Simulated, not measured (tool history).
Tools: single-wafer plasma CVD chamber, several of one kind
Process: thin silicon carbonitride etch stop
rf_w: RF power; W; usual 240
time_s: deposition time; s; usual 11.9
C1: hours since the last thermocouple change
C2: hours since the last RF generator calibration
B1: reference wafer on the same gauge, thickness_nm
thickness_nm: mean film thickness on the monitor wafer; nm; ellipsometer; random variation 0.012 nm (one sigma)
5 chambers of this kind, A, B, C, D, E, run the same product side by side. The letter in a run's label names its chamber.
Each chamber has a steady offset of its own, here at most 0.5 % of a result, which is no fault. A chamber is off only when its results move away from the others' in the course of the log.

Run 1A, day 0.525: usual settings; C1 124.5; C2 1199.7; B1 7.0767. Result: thickness_nm 7.1894 nm.
Run 2E, day 0.929: usual settings; C1 275.4; C2 793.7; B1 7.0711. Result: thickness_nm 7.1784 nm.
Run 3D, day 1.246: usual settings; C1 1041.9; C2 665.3; B1 7.0709. Result: thickness_nm 7.1651 nm.
Run 4C, day 1.550: usual settings; C1 1047.3; C2 554.3; B1 7.0735. Result: thickness_nm 7.1653 nm.
Run 5B, day 2.129: usual settings; C1 612.5; C2 868.3; B1 7.0783. Result: thickness_nm 7.1235 nm.
Run 6A, day 2.517: usual settings; C1 172.3; C2 1247.5; B1 7.0765. Result: thickness_nm 7.1999 nm.
Run 7C, day 3.092: usual settings; C1 1084.3; C2 591.3; B1 7.0798. Result: thickness_nm 7.1605 nm.
Run 8B, day 3.400: usual settings; C1 643.0; C2 898.8; B1 7.0770. Result: thickness_nm 7.1552 nm.
Run 9E, day 3.929: usual settings; C1 347.4; C2 865.7; B1 7.0805. Result: thickness_nm 7.1606 nm.
Run 10D, day 4.183: usual settings; C1 1112.4; C2 735.8; B1 7.0832. Result: thickness_nm 7.1438 nm.
Run 11E, day 4.546: usual settings; C1 362.2; C2 880.5; B1 7.0830. Result: thickness_nm 7.1707 nm.
Run 12C, day 5.029: usual settings; C1 1130.8; C2 637.8; B1 7.0879. Result: thickness_nm 7.1953 nm.
Run 13B, day 5.329: usual settings but rf_w 275 W, time_s 13.1 s; C1 689.3; C2 945.1; B1 7.0853. Result: thickness_nm 8.2000 nm.
Run 14D, day 5.646: usual settings but rf_w 275 W, time_s 13.1 s; C1 1147.5; C2 770.9; B1 7.0891. Result: thickness_nm 8.2313 nm.
Run 15A, day 6.138: usual settings but rf_w 275 W, time_s 13.1 s; C1 259.2; C2 1334.4; B1 7.0883. Result: thickness_nm 8.2873 nm.
Run 16D, day 6.596: usual settings but rf_w 275 W, time_s 13.1 s; C1 1170.3; C2 793.7; B1 7.0898. Result: thickness_nm 8.2118 nm.
Run 17B, day 6.975: usual settings but rf_w 275 W, time_s 13.1 s; C1 728.8; C2 984.6; B1 7.0909. Result: thickness_nm 8.1805 nm.
Run 18E, day 7.312: usual settings; C1 428.6; C2 946.9; B1 7.0917. Result: thickness_nm 7.1978 nm.
At day 7.642: chamber C: thermocouple changed; heater temperature recalibrated.
Run 19C, day 7.762: usual settings; C1 3.0; C2 703.4; B1 7.0950. Result: thickness_nm 7.2036 nm.
Run 20A, day 8.196: usual settings but time_s 10.0 s; C1 308.6; C2 1383.8; B1 7.0954. Result: thickness_nm 6.0714 nm.
At day 8.288: chamber D: thermocouple changed; heater temperature recalibrated.
Run 21C, day 8.446: usual settings but time_s 10.0 s; C1 19.4; C2 719.8; B1 7.0973. Result: thickness_nm 6.0430 nm.
Run 22B, day 8.796: usual settings but time_s 10.0 s; C1 772.5; C2 1028.3; B1 7.0975. Result: thickness_nm 6.0235 nm.
Run 23E, day 9.304: usual settings but time_s 10.0 s; C1 476.4; C2 994.7; B1 7.0997. Result: thickness_nm 6.0468 nm.
Run 24D, day 9.817: usual settings but time_s 10.0 s; C1 36.8; C2 871.0; B1 7.0999. Result: thickness_nm 6.0150 nm.
Run 25A, day 10.350: usual settings; C1 360.3; C2 1435.5; B1 7.1007. Result: thickness_nm 7.2443 nm.
Run 26A, day 10.925: usual settings but rf_w 260 W, time_s 12.7 s; C1 374.1; C2 1449.3; B1 7.1004. Result: thickness_nm 7.9121 nm.
Run 27E, day 11.188: usual settings but rf_w 260 W, time_s 12.7 s; C1 521.6; C2 1039.9; B1 7.1045. Result: thickness_nm 7.8857 nm.
Run 28D, day 11.546: usual settings but rf_w 260 W, time_s 12.7 s; C1 78.3; C2 912.5; B1 7.1054. Result: thickness_nm 7.8160 nm.
Run 29B, day 12.075: usual settings but rf_w 260 W, time_s 12.7 s; C1 851.2; C2 1107.0; B1 7.1080. Result: thickness_nm 7.8306 nm.
Run 30C, day 12.408: usual settings but rf_w 260 W, time_s 12.7 s; C1 114.5; C2 814.9; B1 7.1080. Result: thickness_nm 7.8810 nm.
Run 31A, day 12.725: usual settings; C1 417.3; C2 1492.5; B1 7.1047. Result: thickness_nm 7.2414 nm.
At day 13.038: chamber E: RF generator calibrated.
Run 32D, day 13.088: usual settings; C1 115.3; C2 949.5; B1 7.1106. Result: thickness_nm 7.1671 nm.
Run 33E, day 13.562: usual settings; C1 578.6; C2 12.7; B1 7.1121. Result: thickness_nm 7.2190 nm.
Run 34C, day 14.029: usual settings; C1 153.4; C2 853.8; B1 7.1115. Result: thickness_nm 7.2203 nm.
Run 35B, day 14.329: usual settings; C1 905.3; C2 1161.1; B1 7.1167. Result: thickness_nm 7.1702 nm.
Run 36B, day 14.625: usual settings; C1 912.4; C2 1168.2; B1 7.1152. Result: thickness_nm 7.1832 nm.
Run 37A, day 14.954: usual settings; C1 470.8; C2 1546.0; B1 7.1182. Result: thickness_nm 7.2365 nm.
Run 38C, day 15.358: usual settings; C1 185.3; C2 885.7; B1 7.1163. Result: thickness_nm 7.2240 nm.
Run 39E, day 15.700: usual settings; C1 629.9; C2 64.0; B1 7.1192. Result: thickness_nm 7.2350 nm.
Run 40D, day 15.983: usual settings; C1 184.8; C2 1019.0; B1 7.1180. Result: thickness_nm 7.1803 nm.

What goes on in this fleet: one chamber off, a drifting gauge, or nothing beyond the chambers' own small offsets? Name the chamber and the cause, if any.

The gauge drifts, so all chambers seem to drift together. No chamber is off.
Cause: gauge reads high (%) = 0.707.
